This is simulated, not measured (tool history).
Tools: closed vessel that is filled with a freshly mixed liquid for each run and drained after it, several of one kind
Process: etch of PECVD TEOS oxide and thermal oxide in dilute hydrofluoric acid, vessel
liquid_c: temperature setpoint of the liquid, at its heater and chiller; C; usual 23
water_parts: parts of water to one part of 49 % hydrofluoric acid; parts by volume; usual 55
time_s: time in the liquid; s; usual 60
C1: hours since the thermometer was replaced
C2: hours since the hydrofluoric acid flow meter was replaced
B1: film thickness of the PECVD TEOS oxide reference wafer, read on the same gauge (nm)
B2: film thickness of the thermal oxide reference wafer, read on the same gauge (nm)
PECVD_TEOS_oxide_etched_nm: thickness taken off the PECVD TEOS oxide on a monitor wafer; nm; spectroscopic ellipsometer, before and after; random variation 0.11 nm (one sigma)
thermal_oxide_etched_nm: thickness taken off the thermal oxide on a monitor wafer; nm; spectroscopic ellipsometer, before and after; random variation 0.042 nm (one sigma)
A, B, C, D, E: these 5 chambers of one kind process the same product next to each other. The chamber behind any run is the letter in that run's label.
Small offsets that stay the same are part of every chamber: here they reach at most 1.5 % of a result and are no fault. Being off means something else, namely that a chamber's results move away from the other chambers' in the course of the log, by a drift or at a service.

{"run": "1A", "hour": 6.4, "liquid_c": 23, "water_parts": 55, "time_s": 60, "C1": 114.7, "C2": 464.6, "B1": 119.99, "B2": 50.004, "PECVD_TEOS_oxide_etched_nm": 14.055, "thermal_oxide_etched_nm": 4.8368}
{"run": "2D", "hour": 13.5, "liquid_c": 23, "water_parts": 55, "time_s": 60, "C1": 16.2, "C2": 938.2, "B1": 120.03, "B2": 50.0, "PECVD_TEOS_oxide_etched_nm": 13.932, "thermal_oxide_etched_nm": 4.8945}
{"run": "3C", "hour": 24.0, "liquid_c": 23, "water_parts": 55, "time_s": 60, "C1": 1128.8, "C2": 819.6, "B1": 120.0, "B2": 50.003, "PECVD_TEOS_oxide_etched_nm": 13.824, "thermal_oxide_etched_nm": 4.9357}
{"run": "4B", "hour": 29.9, "liquid_c": 23, "water_parts": 55, "time_s": 60, "C1": 2147.0, "C2": 145.1, "B1": 119.99, "B2": 50.033, "PECVD_TEOS_oxide_etched_nm": 13.844, "thermal_oxide_etched_nm": 4.8863}
{"run": "5E", "hour": 38.2, "liquid_c": 23, "water_parts": 55, "time_s": 60, "C1": 300.6, "C2": 675.9, "B1": 119.99, "B2": 50.012, "PECVD_TEOS_oxide_etched_nm": 13.851, "thermal_oxide_etched_nm": 4.8619}
{"run": "6B", "hour": 48.3, "liquid_c": 23, "water_parts": 55, "time_s": 60, "C1": 2165.4, "C2": 163.5, "B1": 120.0, "B2": 50.003, "PECVD_TEOS_oxide_etched_nm": 13.87, "thermal_oxide_etched_nm": 4.9649}
{"run": "7D", "hour": 57.1, "liquid_c": 23, "water_parts": 55, "time_s": 80, "C1": 59.8, "C2": 981.8, "B1": 120.0, "B2": 49.996, "PECVD_TEOS_oxide_etched_nm": 18.704, "thermal_oxide_etched_nm": 6.5037}
{"run": "8E", "hour": 68.6, "liquid_c": 23, "water_parts": 55, "time_s": 80, "C1": 331.0, "C2": 706.3, "B1": 120.01, "B2": 49.99, "PECVD_TEOS_oxide_etched_nm": 18.567, "thermal_oxide_etched_nm": 6.5165}
{"run": "9A", "hour": 78.3, "liquid_c": 23, "water_parts": 55, "time_s": 80, "C1": 186.6, "C2": 536.5, "B1": 120.02, "B2": 49.985, "PECVD_TEOS_oxide_etched_nm": 18.765, "thermal_oxide_etched_nm": 6.4558}
{"run": "10C", "hour": 85.1, "liquid_c": 23, "water_parts": 55, "time_s": 80, "C1": 1189.9, "C2": 880.7, "B1": 119.99, "B2": 49.978, "PECVD_TEOS_oxide_etched_nm": 18.765, "thermal_oxide_etched_nm": 6.6073}
{"hour": 86.1, "done": "chamber C: hydrofluoric acid flow meter replaced"}
{"run": "11B", "hour": 93.2, "liquid_c": 23, "water_parts": 55, "time_s": 80, "C1": 2210.3, "C2": 208.4, "B1": 120.0, "B2": 50.0, "PECVD_TEOS_oxide_etched_nm": 18.477, "thermal_oxide_etched_nm": 6.4704}
{"run": "12E", "hour": 100.4, "liquid_c": 23, "water_parts": 55, "time_s": 60, "C1": 362.8, "C2": 738.1, "B1": 120.0, "B2": 50.011, "PECVD_TEOS_oxide_etched_nm": 14.207, "thermal_oxide_etched_nm": 4.8879}
{"run": "13C", "hour": 106.0, "liquid_c": 23, "water_parts": 55, "time_s": 60, "C1": 1210.8, "C2": 20.0, "B1": 119.99, "B2": 49.973, "PECVD_TEOS_oxide_etched_nm": 13.96, "thermal_oxide_etched_nm": 4.9541}
{"run": "14A", "hour": 115.3, "liquid_c": 23, "water_parts": 55, "time_s": 60, "C1": 223.6, "C2": 573.5, "B1": 120.0, "B2": 49.983, "PECVD_TEOS_oxide_etched_nm": 14.067, "thermal_oxide_etched_nm": 4.8021}
{"run": "15D", "hour": 122.4, "liquid_c": 23, "water_parts": 55, "time_s": 60, "C1": 125.1, "C2": 1047.1, "B1": 120.01, "B2": 49.994, "PECVD_TEOS_oxide_etched_nm": 13.885, "thermal_oxide_etched_nm": 4.9197}
{"run": "16D", "hour": 130.1, "liquid_c": 23, "water_parts": 55, "time_s": 60, "C1": 132.8, "C2": 1054.8, "B1": 120.02, "B2": 50.015, "PECVD_TEOS_oxide_etched_nm": 13.999, "thermal_oxide_etched_nm": 4.881}
{"run": "17E", "hour": 138.4, "liquid_c": 23, "water_parts": 55, "time_s": 60, "C1": 400.8, "C2": 776.1, "B1": 120.01, "B2": 50.016, "PECVD_TEOS_oxide_etched_nm": 14.086, "thermal_oxide_etched_nm": 4.7796}
{"run": "18C", "hour": 144.2, "liquid_c": 23, "water_parts": 80, "time_s": 60, "C1": 1249.0, "C2": 58.2, "B1": 119.97, "B2": 49.999, "PECVD_TEOS_oxide_etched_nm": 9.2164, "thermal_oxide_etched_nm": 3.3033}
{"run": "19B", "hour": 151.5, "liquid_c": 23, "water_parts": 80, "time_s": 60, "C1": 2268.6, "C2": 266.7, "B1": 119.98, "B2": 50.007, "PECVD_TEOS_oxide_etched_nm": 9.4915, "thermal_oxide_etched_nm": 3.2478}
{"run": "20A", "hour": 162.5, "liquid_c": 23, "water_parts": 80, "time_s": 60, "C1": 270.8, "C2": 620.7, "B1": 120.02, "B2": 49.997, "PECVD_TEOS_oxide_etched_nm": 9.1467, "thermal_oxide_etched_nm": 3.2403}
{"run": "21D", "hour": 173.7, "liquid_c": 23, "water_parts": 80, "time_s": 60, "C1": 176.4, "C2": 1098.4, "B1": 120.01, "B2": 50.006, "PECVD_TEOS_oxide_etched_nm": 9.2401, "thermal_oxide_etched_nm": 3.2809}
{"run": "22A", "hour": 185.4, "liquid_c": 23, "water_parts": 80, "time_s": 60, "C1": 293.7, "C2": 643.6, "B1": 120.01, "B2": 49.992, "PECVD_TEOS_oxide_etched_nm": 9.3691, "thermal_oxide_etched_nm": 3.2478}
{"run": "23B", "hour": 196.6, "liquid_c": 23, "water_parts": 55, "time_s": 60, "C1": 2313.7, "C2": 311.8, "B1": 119.97, "B2": 50.015, "PECVD_TEOS_oxide_etched_nm": 14.158, "thermal_oxide_etched_nm": 4.9037}
{"run": "24E", "hour": 206.3, "liquid_c": 23, "water_parts": 55, "time_s": 60, "C1": 468.7, "C2": 844.0, "B1": 119.97, "B2": 49.969, "PECVD_TEOS_oxide_etched_nm": 13.987, "thermal_oxide_etched_nm": 4.9184}
{"run": "25C", "hour": 212.6, "liquid_c": 23, "water_parts": 55, "time_s": 60, "C1": 1317.4, "C2": 126.6, "B1": 120.03, "B2": 50.004, "PECVD_TEOS_oxide_etched_nm": 13.896, "thermal_oxide_etched_nm": 5.0455}
{"run": "26C", "hour": 219.5, "liquid_c": 23, "water_parts": 55, "time_s": 60, "C1": 1324.3, "C2": 133.5, "B1": 120.02, "B2": 49.985, "PECVD_TEOS_oxide_etched_nm": 13.953, "thermal_oxide_etched_nm": 5.0083}
{"run": "27D", "hour": 227.6, "liquid_c": 23, "water_parts": 55, "time_s": 60, "C1": 230.3, "C2": 1152.3, "B1": 120.02, "B2": 49.992, "PECVD_TEOS_oxide_etched_nm": 13.692, "thermal_oxide_etched_nm": 4.8659}
{"run": "28B", "hour": 234.2, "liquid_c": 23, "water_parts": 55, "time_s": 40, "C1": 2351.3, "C2": 349.4, "B1": 120.01, "B2": 49.969, "PECVD_TEOS_oxide_etched_nm": 9.2954, "thermal_oxide_etched_nm": 3.2486}
{"run": "29E", "hour": 246.1, "liquid_c": 23, "water_parts": 55, "time_s": 40, "C1": 508.5, "C2": 883.8, "B1": 120.01, "B2": 50.02, "PECVD_TEOS_oxide_etched_nm": 9.3237, "thermal_oxide_etched_nm": 3.3009}
{"run": "30A", "hour": 252.2, "liquid_c": 23, "water_parts": 55, "time_s": 40, "C1": 360.5, "C2": 710.4, "B1": 120.0, "B2": 50.028, "PECVD_TEOS_oxide_etched_nm": 9.3963, "thermal_oxide_etched_nm": 3.2005}
{"run": "31C", "hour": 259.2, "liquid_c": 23, "water_parts": 55, "time_s": 40, "C1": 1364.0, "C2": 173.2, "B1": 120.0, "B2": 50.007, "PECVD_TEOS_oxide_etched_nm": 9.3273, "thermal_oxide_etched_nm": 3.2986}

For the next run the whole fleet of 5 chambers uses the same settings. Give each chamber's results:
{"run": "32A", "hour": 267.7, "liquid_c": 23, "water_parts": 70, "time_s": 60, "PECVD_TEOS_oxide_etched_nm": "?", "thermal_oxide_etched_nm": "?"}
{"run": "32B", "hour": 267.7, "liquid_c": 23, "water_parts": 70, "time_s": 60, "PECVD_TEOS_oxide_etched_nm": "?", "thermal_oxide_etched_nm": "?"}
{"run": "32C", "hour": 267.7, "liquid_c": 23, "water_parts": 70, "time_s": 60, "PECVD_TEOS_oxide_etched_nm": "?", "thermal_oxide_etched_nm": "?"}
{"run": "32D", "hour": 267.7, "liquid_c": 23, "water_parts": 70, "time_s": 60, "PECVD_TEOS_oxide_etched_nm": "?", "thermal_oxide_etched_nm": "?"}
{"run": "32E", "hour": 267.7, "liquid_c": 23, "water_parts": 70, "time_s": 60, "PECVD_TEOS_oxide_etched_nm": "?", "thermal_oxide_etched_nm": "?"}

run=32A PECVD_TEOS_oxide_etched_nm=10.8870 thermal_oxide_etched_nm=3.7128
run=32B PECVD_TEOS_oxide_etched_nm=11.0330 thermal_oxide_etched_nm=3.7811
run=32C PECVD_TEOS_oxide_etched_nm=10.8010 thermal_oxide_etched_nm=3.8406
run=32D PECVD_TEOS_oxide_etched_nm=10.8360 thermal_oxide_etched_nm=3.7311
run=32E PECVD_TEOS_oxide_etched_nm=10.7600 thermal_oxide_etched_nm=3.7660
